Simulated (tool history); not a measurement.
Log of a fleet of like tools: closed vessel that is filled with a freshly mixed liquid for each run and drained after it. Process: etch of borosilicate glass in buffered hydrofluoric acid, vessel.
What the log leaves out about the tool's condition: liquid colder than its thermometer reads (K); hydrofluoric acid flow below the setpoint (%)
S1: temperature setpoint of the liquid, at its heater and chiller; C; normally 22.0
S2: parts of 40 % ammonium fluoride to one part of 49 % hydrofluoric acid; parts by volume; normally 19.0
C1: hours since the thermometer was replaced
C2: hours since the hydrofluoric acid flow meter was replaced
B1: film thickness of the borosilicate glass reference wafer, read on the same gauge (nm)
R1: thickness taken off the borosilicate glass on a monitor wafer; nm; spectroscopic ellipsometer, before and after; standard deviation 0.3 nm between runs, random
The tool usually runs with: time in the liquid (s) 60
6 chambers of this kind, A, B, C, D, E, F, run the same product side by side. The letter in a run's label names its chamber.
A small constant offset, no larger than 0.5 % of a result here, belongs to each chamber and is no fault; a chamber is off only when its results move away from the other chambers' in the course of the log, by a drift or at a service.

run 1E hour=5.2 | S1=22.0 S2=19.0 time_in_the_liquid_(s)=60 | C1=800.8 C2=1328.4 | B1=139.96 | R1=35.551
run 2C hour=12.2 | S1=22.0 S2=19.0 time_in_the_liquid_(s)=60 | C1=1505.0 C2=36.1 | B1=140.05 | R1=35.452
run 3A hour=21.5 | S1=22.0 S2=19.0 time_in_the_liquid_(s)=60 | C1=367.8 C2=308.7 | B1=139.99 | R1=36.065
-- hour=27.0 chamber E: hydrofluoric acid flow meter replaced
run 4D hour=29.6 | S1=22.0 S2=19.0 time_in_the_liquid_(s)=60 | C1=52.1 C2=917.9 | B1=139.97 | R1=35.306
run 5F hour=39.5 | S1=22.0 S2=19.0 time_in_the_liquid_(s)=60 | C1=476.3 C2=1388.6 | B1=140.00 | R1=35.720
run 6B hour=44.8 | S1=22.0 S2=19.0 time_in_the_liquid_(s)=60 | C1=794.7 C2=179.3 | B1=139.99 | R1=34.996
run 7A hour=55.2 | S1=18.5 S2=13.0 time_in_the_liquid_(s)=60 | C1=401.5 C2=342.4 | B1=139.98 | R1=42.807
run 8F hour=62.3 | S1=18.5 S2=13.0 time_in_the_liquid_(s)=60 | C1=499.1 C2=1411.4 | B1=139.99 | R1=42.618
run 9C hour=69.2 | S1=18.5 S2=13.0 time_in_the_liquid_(s)=60 | C1=1562.0 C2=93.1 | B1=139.98 | R1=43.337
run 10D hour=74.3 | S1=18.5 S2=13.0 time_in_the_liquid_(s)=60 | C1=96.8 C2=962.6 | B1=140.01 | R1=43.668
run 11E hour=84.8 | S1=18.5 S2=13.0 time_in_the_liquid_(s)=60 | C1=880.4 C2=57.9 | B1=140.01 | R1=41.949
run 12B hour=95.5 | S1=18.5 S2=13.0 time_in_the_liquid_(s)=60 | C1=845.4 C2=230.0 | B1=140.01 | R1=41.874
run 13B hour=103.2 | S1=22.0 S2=19.0 time_in_the_liquid_(s)=60 | C1=853.1 C2=237.7 | B1=140.03 | R1=34.408
run 14E hour=110.2 | S1=22.0 S2=19.0 time_in_the_liquid_(s)=60 | C1=905.8 C2=83.3 | B1=140.01 | R1=35.204
run 15F hour=115.1 | S1=22.0 S2=23.5 time_in_the_liquid_(s)=80 | C1=551.9 C2=1464.2 | B1=139.97 | R1=40.107
run 16A hour=122.0 | S1=22.0 S2=23.5 time_in_the_liquid_(s)=80 | C1=468.3 C2=409.2 | B1=139.98 | R1=40.469
run 17C hour=130.4 | S1=22.0 S2=23.5 time_in_the_liquid_(s)=80 | C1=1623.2 C2=154.3 | B1=140.03 | R1=40.513
run 18D hour=135.8 | S1=22.0 S2=23.5 time_in_the_liquid_(s)=80 | C1=158.3 C2=1024.1 | B1=139.98 | R1=40.044
run 19E hour=144.9 | S1=22.0 S2=23.5 time_in_the_liquid_(s)=80 | C1=940.5 C2=118.0 | B1=140.00 | R1=40.854
run 20C hour=150.8 | S1=22.0 S2=23.5 time_in_the_liquid_(s)=80 | C1=1643.6 C2=174.7 | B1=139.99 | R1=41.064
run 21F hour=160.8 | S1=22.0 S2=19.0 time_in_the_liquid_(s)=60 | C1=597.6 C2=1509.9 | B1=139.97 | R1=35.101
run 22D hour=167.1 | S1=22.0 S2=19.0 time_in_the_liquid_(s)=60 | C1=189.6 C2=1055.4 | B1=139.99 | R1=35.930
run 23B hour=175.7 | S1=22.0 S2=19.0 time_in_the_liquid_(s)=60 | C1=925.6 C2=310.2 | B1=140.01 | R1=33.675
run 24A hour=183.0 | S1=22.0 S2=19.0 time_in_the_liquid_(s)=60 | C1=529.3 C2=470.2 | B1=140.00 | R1=35.845
run 25C hour=191.1 | S1=22.0 S2=19.0 time_in_the_liquid_(s)=60 | C1=1683.9 C2=215.0 | B1=140.00 | R1=34.937
run 26D hour=202.1 | S1=22.0 S2=19.0 time_in_the_liquid_(s)=60 | C1=224.6 C2=1090.4 | B1=139.97 | R1=35.564
run 27E hour=211.9 | S1=22.0 S2=19.0 time_in_the_liquid_(s)=60 | C1=1007.5 C2=185.0 | B1=139.96 | R1=35.464
run 28B hour=217.7 | S1=22.0 S2=19.0 time_in_the_liquid_(s)=50 | C1=967.6 C2=352.2 | B1=139.98 | R1=27.736
run 29A hour=226.7 | S1=22.0 S2=19.0 time_in_the_liquid_(s)=50 | C1=573.0 C2=513.9 | B1=140.00 | R1=29.631
run 30F hour=233.9 | S1=22.0 S2=19.0 time_in_the_liquid_(s)=50 | C1=670.7 C2=1583.0 | B1=139.97 | R1=29.780
run 31A hour=242.9 | S1=22.0 S2=19.0 time_in_the_liquid_(s)=50 | C1=589.2 C2=530.1 | B1=140.04 | R1=29.771
run 32B hour=253.0 | S1=22.0 S2=19.0 time_in_the_liquid_(s)=50 | C1=1002.9 C2=387.5 | B1=139.97 | R1=27.397
run 33C hour=262.2 | S1=22.0 S2=19.0 time_in_the_liquid_(s)=50 | C1=1755.0 C2=286.1 | B1=140.01 | R1=29.732
run 34E hour=271.0 | S1=22.0 S2=19.0 time_in_the_liquid_(s)=60 | C1=1066.6 C2=244.1 | B1=139.99 | R1=35.512
run 35F hour=276.4 | S1=22.0 S2=19.0 time_in_the_liquid_(s)=40 | C1=713.2 C2=1625.5 | B1=140.02 | R1=23.896
run 36D hour=281.7 | S1=22.0 S2=19.0 time_in_the_liquid_(s)=40 | C1=304.2 C2=1170.0 | B1=139.99 | R1=23.668
run 37D hour=289.3 | S1=22.0 S2=19.0 time_in_the_liquid_(s)=40 | C1=311.8 C2=1177.6 | B1=139.97 | R1=23.825
run 38B hour=300.1 | S1=22.0 S2=19.0 time_in_the_liquid_(s)=40 | C1=1050.0 C2=434.6 | B1=140.04 | R1=21.753

What goes on in this fleet: one chamber off, a drifting gauge, or nothing beyond the chambers' own small offsets? Name the chamber and the cause, if any.

It is chamber B that slowly wanders off from its peers.
Cause: liquid colder than its thermometer reads (K) = 1.77.
Not necessarily distinguishable in this log from: hydrofluoric acid flow below the setpoint (%).

Which of the 4 candidates below, each the usual settings with something changed and its results left as question marks, puts chamber B back in line with what the other chambers give on the usual settings?
Allowed miss from the other chambers' usual-settings mean, per result, to count as in line: R1 1.000 nm
run 39B-1 hour=308.2 | S1=22.5 S2=18.0 time_in_the_liquid_(s)=65 | R1=?
run 39B-2 hour=308.2 | S1=22.0 S2=19.5 time_in_the_liquid_(s)=55 | R1=?
run 39B-3 hour=308.2 | S1=21.5 S2=20.0 time_in_the_liquid_(s)=55 | R1=?
run 39B-4 hour=308.2 | S1=22.5 S2=19.0 time_in_the_liquid_(s)=65 | R1=?

The mean the other chambers reach with the usual settings: R1 35.670 nm
run=39B-1 R1=37.804
run=39B-2 R1=28.708
run=39B-3 R1=27.288
run=39B-4 R1=35.798
It is 39B-4 that realigns the chamber with its peers.
